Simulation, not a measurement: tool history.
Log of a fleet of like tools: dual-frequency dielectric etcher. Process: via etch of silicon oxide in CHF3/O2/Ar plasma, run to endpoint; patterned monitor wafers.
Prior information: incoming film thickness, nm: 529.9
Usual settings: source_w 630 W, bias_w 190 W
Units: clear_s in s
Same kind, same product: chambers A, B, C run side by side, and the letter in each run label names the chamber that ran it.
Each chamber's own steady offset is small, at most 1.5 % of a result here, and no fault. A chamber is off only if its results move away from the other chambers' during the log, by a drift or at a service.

run	hour	source_w	bias_w	hours since the last wet clean	hours since the last source power generator calibration	hours since the last bias power generator calibration	clear_s
1A	10	630	190	108	1313.4	1358.3	259.76
2B	16	630	190	514.3	2533	1632	261.08
3C	20.4	630	190	118.6	2750.2	339.5	257.81
4A	26.1	630	190	124.1	1329.5	1374.4	258.13
5B	30.5	540	235	528.8	2547.5	1646.5	254.98
6C	36.9	540	235	135.1	2766.7	356	254.66
7A	46.5	540	235	144.5	1349.9	1394.8	257.6
8C	56.1	630	190	154.3	2785.9	375.2	258.12
9B	63.9	630	190	562.2	2580.9	1679.9	261.02
10C	72.5	630	190	170.7	2802.3	391.6	258.5
11A	80.1	630	190	178.1	1383.5	1428.4	259.21
12B	88.1	700	160	586.4	2605.1	1704.1	265.88
13A	96.1	700	160	194.1	1399.5	1444.4	262.54
14C	104.2	700	160	202.4	2834	423.3	263.91
15B	110	510	190	608.3	2627	1726	284.07
16B	117.9	510	190	616.2	2634.9	1733.9	283.06
17C	126.8	510	190	225	2856.6	445.9	283.98
18A	131.7	560	149	229.7	1435.1	1480	292.79
19C	138.2	560	149	236.4	2868	457.3	296.76
20B	146.9	560	149	645.2	2663.9	1762.9	294.83
21A	154.9	630	190	252.9	1458.3	1503.2	258.22
22B	160	630	190	658.3	2677	1776	261.3
23C	165.6	630	190	263.8	2895.4	484.7	263.92
24A	173.6	630	190	271.6	1477	1521.9	258.28
25C	182.9	550	190	281.1	2912.7	502	278.74
26A	190.3	550	190	288.3	1493.7	1538.6	271.54
27B	196	550	190	694.3	2713	1812	274.23
28B	204.4	630	190	702.7	2721.4	1820.4	261.74
29C	214.2	680	190	312.4	2944	533.3	259.64
30A	220.1	680	190	318.1	1523.5	1568.4	252.96
# hour 226.4: chamber B: wet clean of the chamber
31B	226.9	680	190	0.5	2743.9	1842.9	254.23
32A	232.6	750	164	330.6	1536	1580.9	254.1

Next, all 3 chambers run the settings below, one line each with question marks for the results. What does each chamber give?
33A	239.8	630	155				?
33B	239.8	630	155				?
33C	239.8	630	155				?

run	clear_s
33A	276.99
33B	279.33
33C	285.08

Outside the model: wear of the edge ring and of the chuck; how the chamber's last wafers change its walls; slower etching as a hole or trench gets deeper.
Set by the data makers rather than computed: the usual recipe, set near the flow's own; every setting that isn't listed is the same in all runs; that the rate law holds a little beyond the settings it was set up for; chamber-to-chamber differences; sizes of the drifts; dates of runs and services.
